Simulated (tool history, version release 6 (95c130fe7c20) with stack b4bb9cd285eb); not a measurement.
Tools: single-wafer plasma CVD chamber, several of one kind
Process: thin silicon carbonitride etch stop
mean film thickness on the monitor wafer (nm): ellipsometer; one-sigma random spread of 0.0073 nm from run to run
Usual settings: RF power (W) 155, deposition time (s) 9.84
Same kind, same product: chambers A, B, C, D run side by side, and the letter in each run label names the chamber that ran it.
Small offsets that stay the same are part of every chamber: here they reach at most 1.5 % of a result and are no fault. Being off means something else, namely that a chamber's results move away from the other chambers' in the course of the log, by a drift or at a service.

run,hour,RF power (W),deposition time (s),hours since the last thermocouple change,hours since the last RF generator calibration,"read-back reference wafer on the same gauge, thickness_nm",mean film thickness on the monitor wafer (nm)
1B,9.8,155,9.84,323.1,2278.8,4.8778,5.1904
# hour 16.8: chamber A: thermocouple changed; heater temperature recalibrated
2C,21.0,155,9.84,937.0,1024.7,4.8760,5.1807
3D,27.9,155,9.84,530.8,762.0,4.8765,5.2773
4A,33.2,155,9.84,16.4,917.8,4.8761,5.1449
5D,43.9,155,9.84,546.8,778.0,4.8743,5.2570
6C,54.2,155,9.84,970.2,1057.9,4.8739,5.1750
7B,64.8,155,9.84,378.1,2333.8,4.8700,5.1657
8A,71.4,155,9.84,54.6,956.0,4.8708,5.1444
9A,79.3,130,10.45,62.5,963.9,4.8686,5.1709
10D,86.3,130,10.45,589.2,820.4,4.8700,5.3020
11C,94.0,130,10.45,1010.0,1097.7,4.8678,5.2142
12B,101.5,130,10.45,414.8,2370.5,4.8666,5.1976
13A,110.9,155,9.84,94.1,995.5,4.8666,5.1589
14D,116.9,155,9.84,619.8,851.0,4.8637,5.2439
15C,128.0,155,9.84,1044.0,1131.7,4.8640,5.1714
16B,139.9,155,9.84,453.2,2408.9,4.8606,5.1600
17B,146.4,155,9.84,459.7,2415.4,4.8612,5.1612
18A,155.3,155,9.84,138.5,1039.9,4.8606,5.1337
19D,164.7,155,9.84,667.6,898.8,4.8588,5.2498
20C,172.3,155,9.84,1088.3,1176.0,4.8565,5.1577
21D,178.7,155,9.84,681.6,912.8,4.8559,5.2399
22B,187.7,155,9.84,501.0,2456.7,4.8540,5.1605
23A,196.1,155,9.84,179.3,1080.7,4.8530,5.1209
24C,206.7,155,9.84,1122.7,1210.4,4.8540,5.1750
25C,212.1,155,9.84,1128.1,1215.8,4.8513,5.1644

Which is it: a chamber that has drifted or been left off by a service, a gauge drift common to all chambers, or only each chamber's usual small offset? If a chamber is off, name it and its likeliest cause.

None of the chambers is off. What moves is the gauge, dragging all their readings along together.
Cause: gauge reads low (%) = 0.586.
